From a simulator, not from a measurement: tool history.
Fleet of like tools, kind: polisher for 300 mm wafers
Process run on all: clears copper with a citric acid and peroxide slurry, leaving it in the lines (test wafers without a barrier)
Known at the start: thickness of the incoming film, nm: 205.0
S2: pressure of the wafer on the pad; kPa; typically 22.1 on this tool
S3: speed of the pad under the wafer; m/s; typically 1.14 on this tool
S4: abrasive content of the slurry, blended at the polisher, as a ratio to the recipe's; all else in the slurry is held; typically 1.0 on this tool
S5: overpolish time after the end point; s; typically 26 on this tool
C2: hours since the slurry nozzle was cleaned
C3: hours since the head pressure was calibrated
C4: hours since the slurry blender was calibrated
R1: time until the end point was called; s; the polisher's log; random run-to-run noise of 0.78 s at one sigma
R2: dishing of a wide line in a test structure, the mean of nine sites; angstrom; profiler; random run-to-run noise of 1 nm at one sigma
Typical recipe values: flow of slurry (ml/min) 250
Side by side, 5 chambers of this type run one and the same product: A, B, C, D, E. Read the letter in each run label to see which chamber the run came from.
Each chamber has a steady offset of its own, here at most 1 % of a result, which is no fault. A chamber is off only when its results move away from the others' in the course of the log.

Run 1E, hour 14.5: usual settings; wafers polished on this pad 1284; C2 491.3; C3 214.2; C4 154.5. Result: R1 75.339 s, R2 491.41 angstrom.
At hour 20.2: chamber E: worn pad replaced by a new one.
At hour 22.9: chamber C: slurry blender recalibrated.
Run 2C, hour 29.6: usual settings; wafers polished on this pad 759; C2 325.9; C3 180.0; C4 6.7. Result: R1 76.981 s, R2 483.73 angstrom.
At hour 34.9: chamber C: worn pad replaced by a new one.
At hour 38.1: chamber C: slurry nozzle cleaned.
Run 3B, hour 38.8: usual settings; wafers polished on this pad 845; C2 201.7; C3 423.9; C4 46.7. Result: R1 73.986 s, R2 517.27 angstrom.
At hour 47.0: chamber A: worn pad replaced by a new one.
At hour 47.4: chamber D: worn pad replaced by a new one.
Run 4D, hour 49.5: usual settings; wafers polished on this pad 25; C2 249.7; C3 363.4; C4 51.1. Result: R1 74.931 s, R2 494.55 angstrom.
Run 5A, hour 56.7: usual settings; wafers polished on this pad 115; C2 271.4; C3 657.3; C4 89.5. Result: R1 72.920 s, R2 480.09 angstrom.
At hour 65.5: chamber A: slurry nozzle cleaned.
Run 6A, hour 66.8: usual settings; wafers polished on this pad 234; C2 1.4; C3 667.4; C4 99.6. Result: R1 73.761 s, R2 471.85 angstrom.
Run 7B, hour 79.0: usual settings; wafers polished on this pad 1318; C2 241.9; C3 464.1; C4 86.9. Result: R1 72.812 s, R2 463.50 angstrom.
Run 8C, hour 90.4: usual settings but S2 24.8 kPa, S5 13 s; wafers polished on this pad 653; C2 52.3; C3 240.8; C4 67.5. Result: R1 67.295 s, R2 296.28 angstrom.
At hour 91.1: chamber B: worn pad replaced by a new one.
Run 9D, hour 100.1: usual settings but S2 24.8 kPa, S5 13 s; wafers polished on this pad 620; C2 300.3; C3 414.0; C4 101.7. Result: R1 68.217 s, R2 284.87 angstrom.
Run 10E, hour 109.5: usual settings but S2 24.8 kPa, S5 13 s; wafers polished on this pad 1052; C2 586.3; C3 309.2; C4 249.5. Result: R1 65.892 s, R2 293.01 angstrom.
At hour 116.4: chamber C: worn pad replaced by a new one.
Run 11B, hour 121.8: usual settings but S2 24.8 kPa, S5 13 s; wafers polished on this pad 361; C2 284.7; C3 506.9; C4 129.7. Result: R1 65.867 s, R2 291.90 angstrom.
At hour 122.3: chamber C: slurry blender recalibrated.
Run 12E, hour 135.6: usual settings but S2 24.8 kPa, S5 13 s; wafers polished on this pad 1359; C2 612.4; C3 335.3; C4 275.6. Result: R1 66.603 s, R2 295.26 angstrom.
At hour 141.9: chamber E: worn pad replaced by a new one.
At hour 142.2: chamber A: worn pad replaced by a new one.
Run 13A, hour 145.5: usual settings; wafers polished on this pad 39; C2 80.1; C3 746.1; C4 178.3. Result: R1 73.807 s, R2 490.52 angstrom.
At hour 148.5: chamber D: head pressure recalibrated.
Run 14C, hour 160.8: usual settings; wafers polished on this pad 523; C2 122.7; C3 311.2; C4 38.6. Result: R1 73.404 s, R2 483.78 angstrom.
Run 15D, hour 168.9: usual settings but flow of slurry (ml/min) 225, S3 1.34 m/s; wafers polished on this pad 1430; C2 369.1; C3 20.5; C4 170.5. Result: R1 64.429 s, R2 553.74 angstrom.
At hour 174.3: chamber D: worn pad replaced by a new one.
Run 16A, hour 182.8: usual settings but flow of slurry (ml/min) 225, S3 1.34 m/s; wafers polished on this pad 478; C2 117.4; C3 783.4; C4 215.6. Result: R1 64.638 s, R2 554.33 angstrom.
At hour 183.4: chamber C: worn pad replaced by a new one.
Run 17D, hour 197.6: usual settings but flow of slurry (ml/min) 225, S3 1.34 m/s; wafers polished on this pad 275; C2 397.8; C3 49.2; C4 199.2. Result: R1 64.851 s, R2 550.86 angstrom.
At hour 204.0: chamber A: head pressure recalibrated.
At hour 204.9: chamber B: worn pad replaced by a new one.
At hour 208.9: chamber E: slurry nozzle cleaned.
Run 18C, hour 212.8: usual settings but flow of slurry (ml/min) 225, S3 1.34 m/s; wafers polished on this pad 346; C2 174.7; C3 363.2; C4 90.6. Result: R1 65.956 s, R2 546.97 angstrom.
Run 19B, hour 224.8: usual settings but flow of slurry (ml/min) 225, S3 1.34 m/s; wafers polished on this pad 235; C2 387.7; C3 609.9; C4 232.7. Result: R1 63.850 s, R2 537.34 angstrom.
At hour 228.3: chamber A: worn pad replaced by a new one.
At hour 230.0: chamber C: slurry blender recalibrated.
Run 20E, hour 237.2: usual settings; wafers polished on this pad 1122; C2 28.4; C3 436.9; C4 377.2. Result: R1 74.113 s, R2 498.95 angstrom.
At hour 246.9: chamber E: worn pad replaced by a new one.
Run 21C, hour 249.5: usual settings but flow of slurry (ml/min) 275, S2 28.3 kPa; wafers polished on this pad 778; C2 211.4; C3 399.9; C4 19.5. Result: R1 58.145 s, R2 614.75 angstrom.
At hour 253.3: chamber C: worn pad replaced by a new one.
Run 22D, hour 259.2: usual settings but flow of slurry (ml/min) 275, S2 28.3 kPa; wafers polished on this pad 1000; C2 459.4; C3 110.8; C4 260.8. Result: R1 58.291 s, R2 618.65 angstrom.
At hour 270.4: chamber D: slurry nozzle cleaned.
Run 23E, hour 271.2: usual settings but flow of slurry (ml/min) 275, S2 28.3 kPa; wafers polished on this pad 286; C2 62.4; C3 470.9; C4 411.2. Result: R1 58.579 s, R2 607.90 angstrom.
At hour 279.5: chamber D: slurry blender recalibrated.
At hour 281.4: chamber E: slurry blender recalibrated.
Run 24B, hour 281.5: usual settings but flow of slurry (ml/min) 275, S2 28.3 kPa; wafers polished on this pad 902; C2 444.4; C3 666.6; C4 289.4. Result: R1 56.909 s, R2 596.96 angstrom.
At hour 291.3: chamber D: worn pad replaced by a new one.
Run 25A, hour 292.5: usual settings but flow of slurry (ml/min) 275, S2 28.3 kPa; wafers polished on this pad 756; C2 227.1; C3 88.5; C4 325.3. Result: R1 64.789 s, R2 565.58 angstrom.
Run 26D, hour 305.3: usual settings but S2 24.8 kPa, S4 1.2; wafers polished on this pad 165; C2 35.0; C3 156.9; C4 25.9. Result: R1 64.034 s, R2 578.27 angstrom.
At hour 311.6: chamber E: head pressure recalibrated.
At hour 313.1: chamber B: worn pad replaced by a new one.
Run 27A, hour 315.1: usual settings but S2 24.8 kPa, S4 1.2; wafers polished on this pad 1022; C2 249.7; C3 111.1; C4 347.9. Result: R1 70.042 s, R2 498.86 angstrom.
At hour 321.4: chamber C: worn pad replaced by a new one.
At hour 326.4: chamber C: slurry nozzle cleaned.
Run 28C, hour 326.4: usual settings but S2 24.8 kPa, S4 1.2; wafers polished on this pad 59; C2 0.0; C3 476.8; C4 96.4. Result: R1 62.449 s, R2 567.06 angstrom.
Run 29E, hour 335.4: usual settings but S2 24.8 kPa, S4 1.2; wafers polished on this pad 1041; C2 126.6; C3 23.8; C4 54.1. Result: R1 64.822 s, R2 561.71 angstrom.
Run 30B, hour 349.5: usual settings but S2 24.8 kPa, S4 1.2; wafers polished on this pad 428; C2 512.4; C3 734.6; C4 357.4. Result: R1 63.337 s, R2 546.53 angstrom.
Run 31D, hour 360.9: usual settings; wafers polished on this pad 820; C2 90.6; C3 212.5; C4 81.5. Result: R1 74.499 s, R2 484.99 angstrom.
At hour 373.4: chamber B: slurry blender recalibrated.
Run 32B, hour 374.9: usual settings; wafers polished on this pad 728; C2 537.8; C3 760.0; C4 1.6. Result: R1 74.780 s, R2 485.65 angstrom.

For the next run the whole fleet of 5 chambers uses the same settings. Give each chamber's results:
Run 33A, hour 385.8: usual settings. Result: R1 ?, R2 ?.
Run 33B, hour 385.8: usual settings. Result: R1 ?, R2 ?.
Run 33C, hour 385.8: usual settings. Result: R1 ?, R2 ?.
Run 33D, hour 385.8: usual settings. Result: R1 ?, R2 ?.
Run 33E, hour 385.8: usual settings. Result: R1 ?, R2 ?.

run      R1      R2
33A  82.825  429.87
33B  74.859  504.98
33C  74.348  493.32
33D  75.960  485.70
33E  74.577  475.03
